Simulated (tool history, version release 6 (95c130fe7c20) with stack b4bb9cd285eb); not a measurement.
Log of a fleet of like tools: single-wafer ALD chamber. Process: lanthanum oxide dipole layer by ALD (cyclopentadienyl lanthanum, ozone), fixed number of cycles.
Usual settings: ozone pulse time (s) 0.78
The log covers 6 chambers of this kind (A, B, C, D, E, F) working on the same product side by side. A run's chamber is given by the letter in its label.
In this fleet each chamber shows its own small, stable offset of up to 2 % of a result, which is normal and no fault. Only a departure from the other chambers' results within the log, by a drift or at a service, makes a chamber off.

run,hour,ozone pulse time (s),hours since the last thermocouple change,hours since the last ozone generator service,"read-back reference wafer on the same gauge, thickness_nm",mean film thickness on the monitor wafer (Å)
1F,2.2,0.78,47.5,692.9,0.50713,4.5784
2A,4.5,0.78,1456.9,237.6,0.50652,4.6177
3D,6.5,0.78,2952.3,827.2,0.50632,4.5657
4C,10.4,0.78,1489.8,590.4,0.50681,4.4738
5E,12.8,1.06,2145.2,337,0.50715,5.0663
6B,15.5,1.06,314.5,402.3,0.50747,4.9963
7C,18.2,1.06,1497.6,598.2,0.50695,5.0003
8D,22.3,1.06,2968.1,843,0.50707,5.1072
9F,25,1.06,70.3,715.7,0.50684,5.1048
10E,28.7,1.06,2161.1,352.9,0.50591,5.0553
11B,31.1,0.78,330.1,417.9,0.50718,4.5353
12A,33.7,0.78,1486.1,266.8,0.507,4.6197
13D,36.6,0.78,2982.4,857.3,0.5068,4.5417
14B,39.3,0.78,338.3,426.1,0.50745,4.4704
15F,41.2,0.78,86.5,731.9,0.50694,4.5699
16C,43.1,0.78,1522.5,623.1,0.50705,4.452
17A,45.4,0.54,1497.8,278.5,0.50754,3.8416
18E,48.8,0.54,2181.2,373,0.50715,3.8478
19B,52.9,0.54,351.9,439.7,0.5073,3.8192
20F,57,0.54,102.3,747.7,0.50676,3.7983
21C,60.2,0.54,1539.6,640.2,0.50664,3.651
22A,63.5,0.54,1515.9,296.6,0.50701,3.8259
23E,66.9,0.78,2199.3,391.1,0.50694,4.5241
24D,70.8,0.78,3016.6,891.5,0.50708,4.6199
25B,74.5,0.78,373.5,461.3,0.50721,4.496
26E,77.7,0.78,2210.1,401.9,0.50672,4.569
27D,80.7,1.05,3026.5,901.4,0.50707,5.1043
28F,84.6,1.05,129.9,775.3,0.50589,5.1599
29C,87.9,1.05,1567.3,667.9,0.50729,4.855
30A,91.6,1.05,1544,324.7,0.50703,5.1383
31C,94.2,1.05,1573.6,674.2,0.50653,4.8458
32D,96.6,1.05,3042.4,917.3,0.50744,5.1254
33E,100.1,0.78,2232.5,424.3,0.50718,4.578
34B,104.1,0.78,403.1,490.9,0.50687,4.5101
35A,106.3,0.78,1558.7,339.4,0.5074,4.595
36F,110.1,0.78,155.4,800.8,0.50708,4.5638
37A,112.1,0.78,1564.5,345.2,0.50686,4.6282
38E,115.9,0.78,2248.3,440.1,0.50641,4.5857
39D,118.5,0.78,3064.3,939.2,0.50692,4.5821
40F,122.4,0.91,167.7,813.1,0.50692,4.8729
41B,125.1,0.91,424.1,511.9,0.50705,4.7938

Next, all 6 chambers run the settings below, one line each with question marks for the results. What does each chamber give?
42A,128.1,1.03,,,,?
42B,128.1,1.03,,,,?
42C,128.1,1.03,,,,?
42D,128.1,1.03,,,,?
42E,128.1,1.03,,,,?
42F,128.1,1.03,,,,?

run,mean film thickness on the monitor wafer (Å)
42A,5.0614
42B,4.9469
42C,4.7088
42D,5.0358
42E,5.0937
42F,5.0599

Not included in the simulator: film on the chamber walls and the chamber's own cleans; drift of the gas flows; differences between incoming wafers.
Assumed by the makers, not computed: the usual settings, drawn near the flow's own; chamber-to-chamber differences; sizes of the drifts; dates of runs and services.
